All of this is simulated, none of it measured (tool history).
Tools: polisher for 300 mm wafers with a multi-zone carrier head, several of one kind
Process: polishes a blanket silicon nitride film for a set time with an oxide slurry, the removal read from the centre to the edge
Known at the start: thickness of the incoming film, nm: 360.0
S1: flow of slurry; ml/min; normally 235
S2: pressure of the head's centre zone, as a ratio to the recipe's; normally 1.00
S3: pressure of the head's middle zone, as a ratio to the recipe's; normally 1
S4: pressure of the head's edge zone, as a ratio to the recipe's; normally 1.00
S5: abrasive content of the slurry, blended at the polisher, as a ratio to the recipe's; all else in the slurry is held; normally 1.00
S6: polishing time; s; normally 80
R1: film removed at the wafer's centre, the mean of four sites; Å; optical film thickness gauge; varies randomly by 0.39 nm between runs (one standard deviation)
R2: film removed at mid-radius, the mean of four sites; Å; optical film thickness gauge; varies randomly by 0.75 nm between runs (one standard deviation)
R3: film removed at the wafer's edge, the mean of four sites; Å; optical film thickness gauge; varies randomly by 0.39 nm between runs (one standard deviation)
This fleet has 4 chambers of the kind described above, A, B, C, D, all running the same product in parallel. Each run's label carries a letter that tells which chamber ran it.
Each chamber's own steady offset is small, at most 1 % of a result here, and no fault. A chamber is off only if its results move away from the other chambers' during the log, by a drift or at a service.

{"run": "1A", "hour": 9.0, "S1": 235, "S2": 1.0, "S3": 1, "S4": 1.0, "S5": 1.0, "S6": 80, "R1": 636.3, "R2": 644.95, "R3": 634.78}
{"run": "2B", "hour": 15.5, "S1": 235, "S2": 1.0, "S3": 1, "S4": 1.0, "S5": 1.0, "S6": 80, "R1": 636.09, "R2": 622.92, "R3": 625.95}
{"hour": 16.7, "done": "chamber A: worn pad replaced by a new one"}
{"hour": 20.5, "done": "chamber D: edge zone pressure recalibrated"}
{"run": "3C", "hour": 23.9, "S1": 235, "S2": 1.0, "S3": 1, "S4": 1.0, "S5": 1.0, "S6": 80, "R1": 636.83, "R2": 627.01, "R3": 637.66}
{"hour": 27.2, "done": "chamber A: slurry nozzle cleaned"}
{"hour": 30.7, "done": "chamber B: worn pad replaced by a new one"}
{"run": "4D", "hour": 33.6, "S1": 235, "S2": 1.0, "S3": 1, "S4": 1.0, "S5": 1.0, "S6": 80, "R1": 636.31, "R2": 652.66, "R3": 642.53}
{"hour": 38.6, "done": "chamber C: worn pad replaced by a new one"}
{"run": "5A", "hour": 44.5, "S1": 235, "S2": 0.89, "S3": 1, "S4": 1.0, "S5": 1.0, "S6": 80, "R1": 558.6, "R2": 634.36, "R3": 636.36}
{"run": "6C", "hour": 55.3, "S1": 235, "S2": 0.89, "S3": 1, "S4": 1.0, "S5": 1.0, "S6": 80, "R1": 559.52, "R2": 636.6, "R3": 637.72}
{"hour": 61.8, "done": "chamber D: worn pad replaced by a new one"}
{"run": "7B", "hour": 63.9, "S1": 235, "S2": 0.89, "S3": 1, "S4": 1.0, "S5": 1.0, "S6": 80, "R1": 557.4, "R2": 643.82, "R3": 623.84}
{"run": "8D", "hour": 70.1, "S1": 235, "S2": 0.89, "S3": 1, "S4": 1.0, "S5": 1.0, "S6": 80, "R1": 561.56, "R2": 637.84, "R3": 644.52}
{"run": "9A", "hour": 76.2, "S1": 235, "S2": 1.0, "S3": 1, "S4": 1.0, "S5": 1.0, "S6": 80, "R1": 640.22, "R2": 637.13, "R3": 638.79}
{"run": "10D", "hour": 84.9, "S1": 235, "S2": 1.0, "S3": 1, "S4": 1.0, "S5": 1.0, "S6": 80, "R1": 633.2, "R2": 622.68, "R3": 640.92}
{"hour": 94.1, "done": "chamber A: worn pad replaced by a new one"}
{"run": "11C", "hour": 94.5, "S1": 235, "S2": 1.0, "S3": 1, "S4": 1.0, "S5": 1.0, "S6": 80, "R1": 640.15, "R2": 639.17, "R3": 644.68}
{"hour": 97.9, "done": "chamber A: centre zone pressure recalibrated"}
{"run": "12B", "hour": 102.0, "S1": 235, "S2": 1.0, "S3": 1, "S4": 1.0, "S5": 1.0, "S6": 80, "R1": 630.1, "R2": 609.46, "R3": 629.11}
{"run": "13A", "hour": 113.5, "S1": 235, "S2": 1.0, "S3": 1, "S4": 1.0, "S5": 1.0, "S6": 80, "R1": 603.81, "R2": 646.58, "R3": 641.55}
{"run": "14B", "hour": 119.2, "S1": 235, "S2": 1.0, "S3": 1, "S4": 1.0, "S5": 1.0, "S6": 80, "R1": 632.76, "R2": 623.37, "R3": 628.16}
{"hour": 123.4, "done": "chamber D: worn pad replaced by a new one"}
{"hour": 127.8, "done": "chamber C: worn pad replaced by a new one"}
{"run": "15D", "hour": 128.2, "S1": 235, "S2": 1.0, "S3": 1, "S4": 1.0, "S5": 1.0, "S6": 80, "R1": 641.15, "R2": 643.26, "R3": 636.39}
{"hour": 132.9, "done": "chamber B: worn pad replaced by a new one"}
{"run": "16C", "hour": 136.2, "S1": 235, "S2": 1.0, "S3": 1, "S4": 1.09, "S5": 1.25, "S6": 80, "R1": 697.2, "R2": 705.47, "R3": 734.82}
{"run": "17D", "hour": 144.7, "S1": 235, "S2": 1.0, "S3": 1, "S4": 1.09, "S5": 1.25, "S6": 80, "R1": 703.58, "R2": 706.48, "R3": 732.49}
{"run": "18A", "hour": 151.2, "S1": 235, "S2": 1.0, "S3": 1, "S4": 1.09, "S5": 1.25, "S6": 80, "R1": 664.44, "R2": 700.29, "R3": 724.93}
{"run": "19B", "hour": 161.6, "S1": 235, "S2": 1.0, "S3": 1, "S4": 1.09, "S5": 1.25, "S6": 80, "R1": 691.94, "R2": 683.5, "R3": 720.96}
{"run": "20C", "hour": 169.0, "S1": 235, "S2": 1.0, "S3": 1, "S4": 1.0, "S5": 1.0, "S6": 80, "R1": 638.85, "R2": 630.8, "R3": 636.08}
{"hour": 172.6, "done": "chamber C: slurry nozzle cleaned"}
{"hour": 176.3, "done": "chamber D: worn pad replaced by a new one"}
{"hour": 176.4, "done": "chamber A: worn pad replaced by a new one"}
{"run": "21B", "hour": 179.3, "S1": 235, "S2": 1.0, "S3": 1, "S4": 1.0, "S5": 1.0, "S6": 80, "R1": 642.08, "R2": 640.16, "R3": 622.39}
{"run": "22A", "hour": 186.4, "S1": 235, "S2": 1.0, "S3": 1, "S4": 1.0, "S5": 1.0, "S6": 80, "R1": 607.08, "R2": 643.27, "R3": 631.92}
{"run": "23C", "hour": 196.5, "S1": 235, "S2": 1.0, "S3": 1, "S4": 1.0, "S5": 1.0, "S6": 80, "R1": 643.53, "R2": 634.74, "R3": 642.13}
{"run": "24D", "hour": 202.7, "S1": 235, "S2": 1.0, "S3": 1, "S4": 1.0, "S5": 1.0, "S6": 80, "R1": 636.8, "R2": 644.33, "R3": 639.76}
{"run": "25C", "hour": 208.7, "S1": 235, "S2": 1.0, "S3": 1, "S4": 1.0, "S5": 1.0, "S6": 80, "R1": 641.17, "R2": 630.04, "R3": 641.21}
{"run": "26B", "hour": 217.2, "S1": 235, "S2": 1.0, "S3": 1, "S4": 1.0, "S5": 1.0, "S6": 71, "R1": 560.76, "R2": 568.17, "R3": 563.11}
{"run": "27A", "hour": 227.0, "S1": 235, "S2": 1.0, "S3": 1, "S4": 1.0, "S5": 1.0, "S6": 71, "R1": 538.14, "R2": 568.95, "R3": 563.49}
{"hour": 228.6, "done": "chamber C: worn pad replaced by a new one"}
{"hour": 236.4, "done": "chamber B: worn pad replaced by a new one"}
{"run": "28D", "hour": 238.2, "S1": 235, "S2": 1.0, "S3": 1, "S4": 1.0, "S5": 1.0, "S6": 71, "R1": 569.73, "R2": 560.85, "R3": 565.89}
{"hour": 239.7, "done": "chamber D: worn pad replaced by a new one"}
{"hour": 246.5, "done": "chamber A: worn pad replaced by a new one"}
{"run": "29D", "hour": 249.6, "S1": 235, "S2": 1.0, "S3": 1, "S4": 1.0, "S5": 1.0, "S6": 71, "R1": 566.62, "R2": 565.87, "R3": 570.78}
{"run": "30A", "hour": 255.8, "S1": 235, "S2": 1.0, "S3": 1, "S4": 1.0, "S5": 1.0, "S6": 80, "R1": 604.98, "R2": 639.42, "R3": 637.94}
{"run": "31B", "hour": 261.8, "S1": 235, "S2": 1.0, "S3": 1, "S4": 1.0, "S5": 1.0, "S6": 80, "R1": 631.29, "R2": 651.09, "R3": 637.8}
{"run": "32C", "hour": 273.3, "S1": 235, "S2": 1.0, "S3": 1, "S4": 1.0, "S5": 1.0, "S6": 80, "R1": 636.9, "R2": 646.89, "R3": 640.16}
{"run": "33A", "hour": 282.9, "S1": 235, "S2": 1.0, "S3": 1, "S4": 1.0, "S5": 1.0, "S6": 80, "R1": 604.63, "R2": 627.05, "R3": 633.15}

One chamber off, gauge drift, or nothing amiss beyond the chambers' own small offsets? If it is a chamber, which one, and what is the likeliest cause?

The work done on chamber A during a service left it standing apart from the others.
Most likely cause: centre zone's pressure below its setpoint, % = 4.97.

Below are 4 candidate recipes for chamber A's next run, each the usual settings with a change, their results shown as question marks. Which of them brings A's results back in line with what the other chambers give on the usual settings?
To be in line, a result may differ from the other chambers' mean on the usual settings by at most: R1 14.00 Å; R2 26.00 Å; R3 14.00 Å
{"run": "34A-1", "hour": 291.9, "S1": 230, "S2": 0.92, "S3": 1.02, "S4": 1.02, "S5": 1.0, "S6": 79, "R1": "?", "R2": "?", "R3": "?"}
{"run": "34A-2", "hour": 291.9, "S1": 240, "S2": 1.08, "S3": 0.98, "S4": 0.98, "S5": 1.0, "S6": 81, "R1": "?", "R2": "?", "R3": "?"}
{"run": "34A-3", "hour": 291.9, "S1": 230, "S2": 0.96, "S3": 1.01, "S4": 1.01, "S5": 1.0, "S6": 80, "R1": "?", "R2": "?", "R3": "?"}
{"run": "34A-4", "hour": 291.9, "S1": 240, "S2": 1.05, "S3": 0.99, "S4": 0.99, "S5": 1.0, "S6": 80, "R1": "?", "R2": "?", "R3": "?"}

Other chambers, usual settings, mean: R1 635.60 Å; R2 634.40 Å; R3 635.63 Å
run=34A-1 R1=542.38 R2=639.82 R3=630.78
run=34A-2 R1=665.45 R2=634.97 R3=636.20
run=34A-3 R1=575.28 R2=641.89 R3=635.54
run=34A-4 R1=637.62 R2=633.15 R3=631.59
It is 34A-4 that realigns the chamber with its peers.
